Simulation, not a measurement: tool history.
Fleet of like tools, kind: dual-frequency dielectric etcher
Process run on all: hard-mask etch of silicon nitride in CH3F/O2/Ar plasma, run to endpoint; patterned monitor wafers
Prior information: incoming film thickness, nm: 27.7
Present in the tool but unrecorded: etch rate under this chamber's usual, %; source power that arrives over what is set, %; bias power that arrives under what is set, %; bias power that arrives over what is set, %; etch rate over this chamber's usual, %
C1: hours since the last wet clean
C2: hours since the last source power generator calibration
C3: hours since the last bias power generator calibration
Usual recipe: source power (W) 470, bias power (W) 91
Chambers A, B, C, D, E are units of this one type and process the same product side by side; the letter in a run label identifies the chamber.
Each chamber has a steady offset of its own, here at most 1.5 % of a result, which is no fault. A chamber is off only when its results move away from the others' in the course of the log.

{"run": "1D", "hour": 5.5, "source power (W)": 470, "bias power (W)": 91, "C1": 426, "C2": 52.2, "C3": 1378.7, "endpoint time (s)": 34.852}
{"run": "2A", "hour": 10.4, "source power (W)": 470, "bias power (W)": 91, "C1": 143.6, "C2": 2124.6, "C3": 3013.7, "endpoint time (s)": 34.426}
{"run": "3B", "hour": 16.1, "source power (W)": 470, "bias power (W)": 91, "C1": 356.5, "C2": 3633.4, "C3": 467.1, "endpoint time (s)": 34.457}
{"run": "4E", "hour": 22.4, "source power (W)": 470, "bias power (W)": 91, "C1": 416.2, "C2": 1677.6, "C3": 2682.1, "endpoint time (s)": 34.83}
{"run": "5C", "hour": 31.6, "source power (W)": 470, "bias power (W)": 91, "C1": 441.5, "C2": 969.5, "C3": 39.3, "endpoint time (s)": 34.748}
{"run": "6A", "hour": 36.7, "source power (W)": 470, "bias power (W)": 91, "C1": 169.9, "C2": 2150.9, "C3": 3040, "endpoint time (s)": 34.774}
{"run": "7E", "hour": 45.4, "source power (W)": 470, "bias power (W)": 91, "C1": 439.2, "C2": 1700.6, "C3": 2705.1, "endpoint time (s)": 35.121}
{"run": "8C", "hour": 54.0, "source power (W)": 470, "bias power (W)": 91, "C1": 463.9, "C2": 991.9, "C3": 61.7, "endpoint time (s)": 35.029}
{"hour": 58.1, "done": "chamber D: wet clean of the chamber"}
{"run": "9D", "hour": 59.5, "source power (W)": 470, "bias power (W)": 91, "C1": 1.5, "C2": 106.2, "C3": 1432.7, "endpoint time (s)": 34.714}
{"hour": 62.5, "done": "chamber C: wet clean of the chamber"}
{"run": "10B", "hour": 64.1, "source power (W)": 470, "bias power (W)": 91, "C1": 404.5, "C2": 3681.4, "C3": 515.1, "endpoint time (s)": 34.179}
{"hour": 73.2, "done": "chamber E: wet clean of the chamber"}
{"run": "11A", "hour": 73.3, "source power (W)": 470, "bias power (W)": 91, "C1": 206.5, "C2": 2187.5, "C3": 3076.6, "endpoint time (s)": 35.001}
{"run": "12C", "hour": 81.4, "source power (W)": 470, "bias power (W)": 91, "C1": 19, "C2": 1019.3, "C3": 89.1, "endpoint time (s)": 35.186}
{"run": "13E", "hour": 87.9, "source power (W)": 470, "bias power (W)": 91, "C1": 14.8, "C2": 1743.1, "C3": 2747.6, "endpoint time (s)": 34.414}
{"run": "14D", "hour": 93.6, "source power (W)": 470, "bias power (W)": 91, "C1": 35.6, "C2": 140.3, "C3": 1466.8, "endpoint time (s)": 35.018}
{"run": "15B", "hour": 98.7, "source power (W)": 470, "bias power (W)": 91, "C1": 439.1, "C2": 3716, "C3": 549.7, "endpoint time (s)": 34.434}
{"run": "16D", "hour": 106.7, "source power (W)": 470, "bias power (W)": 73, "C1": 48.7, "C2": 153.4, "C3": 1479.9, "endpoint time (s)": 37.248}
{"run": "17A", "hour": 113.8, "source power (W)": 470, "bias power (W)": 73, "C1": 247, "C2": 2228, "C3": 3117.1, "endpoint time (s)": 38.092}
{"hour": 116.9, "done": "chamber B: wet clean of the chamber"}
{"run": "18B", "hour": 121.7, "source power (W)": 470, "bias power (W)": 73, "C1": 4.8, "C2": 3739, "C3": 572.7, "endpoint time (s)": 37.125}
{"run": "19C", "hour": 129.0, "source power (W)": 470, "bias power (W)": 73, "C1": 66.6, "C2": 1066.9, "C3": 136.7, "endpoint time (s)": 37.298}
{"run": "20E", "hour": 134.3, "source power (W)": 470, "bias power (W)": 73, "C1": 61.2, "C2": 1789.5, "C3": 2794, "endpoint time (s)": 37.016}
{"run": "21B", "hour": 143.6, "source power (W)": 470, "bias power (W)": 91, "C1": 26.7, "C2": 3760.9, "C3": 594.6, "endpoint time (s)": 34.109}
{"run": "22E", "hour": 149.1, "source power (W)": 470, "bias power (W)": 91, "C1": 76, "C2": 1804.3, "C3": 2808.8, "endpoint time (s)": 34.534}
{"run": "23C", "hour": 155.1, "source power (W)": 530, "bias power (W)": 79, "C1": 92.7, "C2": 1093, "C3": 162.8, "endpoint time (s)": 34.735}
{"run": "24D", "hour": 160.0, "source power (W)": 530, "bias power (W)": 79, "C1": 102, "C2": 206.7, "C3": 1533.2, "endpoint time (s)": 34.831}
{"run": "25A", "hour": 166.6, "source power (W)": 530, "bias power (W)": 79, "C1": 299.8, "C2": 2280.8, "C3": 3169.9, "endpoint time (s)": 36.123}
{"run": "26E", "hour": 175.3, "source power (W)": 530, "bias power (W)": 79, "C1": 102.2, "C2": 1830.5, "C3": 2835, "endpoint time (s)": 34.766}
{"run": "27C", "hour": 181.8, "source power (W)": 530, "bias power (W)": 79, "C1": 119.4, "C2": 1119.7, "C3": 189.5, "endpoint time (s)": 34.681}
{"run": "28B", "hour": 187.0, "source power (W)": 470, "bias power (W)": 91, "C1": 70.1, "C2": 3804.3, "C3": 638, "endpoint time (s)": 34.226}
{"run": "29A", "hour": 194.9, "source power (W)": 470, "bias power (W)": 91, "C1": 328.1, "C2": 2309.1, "C3": 3198.2, "endpoint time (s)": 36.291}
{"run": "30D", "hour": 202.5, "source power (W)": 470, "bias power (W)": 91, "C1": 144.5, "C2": 249.2, "C3": 1575.7, "endpoint time (s)": 34.927}
{"run": "31B", "hour": 211.7, "source power (W)": 470, "bias power (W)": 91, "C1": 94.8, "C2": 3829, "C3": 662.7, "endpoint time (s)": 34.334}
{"run": "32A", "hour": 217.2, "source power (W)": 470, "bias power (W)": 91, "C1": 350.4, "C2": 2331.4, "C3": 3220.5, "endpoint time (s)": 36.641}

Predict what each chamber gives when all 5 of them run the settings below next.
{"run": "33A", "hour": 224.0, "source power (W)": 470, "bias power (W)": 91, "endpoint time (s)": "?"}
{"run": "33B", "hour": 224.0, "source power (W)": 470, "bias power (W)": 91, "endpoint time (s)": "?"}
{"run": "33C", "hour": 224.0, "source power (W)": 470, "bias power (W)": 91, "endpoint time (s)": "?"}
{"run": "33D", "hour": 224.0, "source power (W)": 470, "bias power (W)": 91, "endpoint time (s)": "?"}
{"run": "33E", "hour": 224.0, "source power (W)": 470, "bias power (W)": 91, "endpoint time (s)": "?"}

run=33A endpoint_time_(s)=36.524
run=33B endpoint_time_(s)=34.423
run=33C endpoint_time_(s)=34.785
run=33D endpoint_time_(s)=34.851
run=33E endpoint_time_(s)=35.034

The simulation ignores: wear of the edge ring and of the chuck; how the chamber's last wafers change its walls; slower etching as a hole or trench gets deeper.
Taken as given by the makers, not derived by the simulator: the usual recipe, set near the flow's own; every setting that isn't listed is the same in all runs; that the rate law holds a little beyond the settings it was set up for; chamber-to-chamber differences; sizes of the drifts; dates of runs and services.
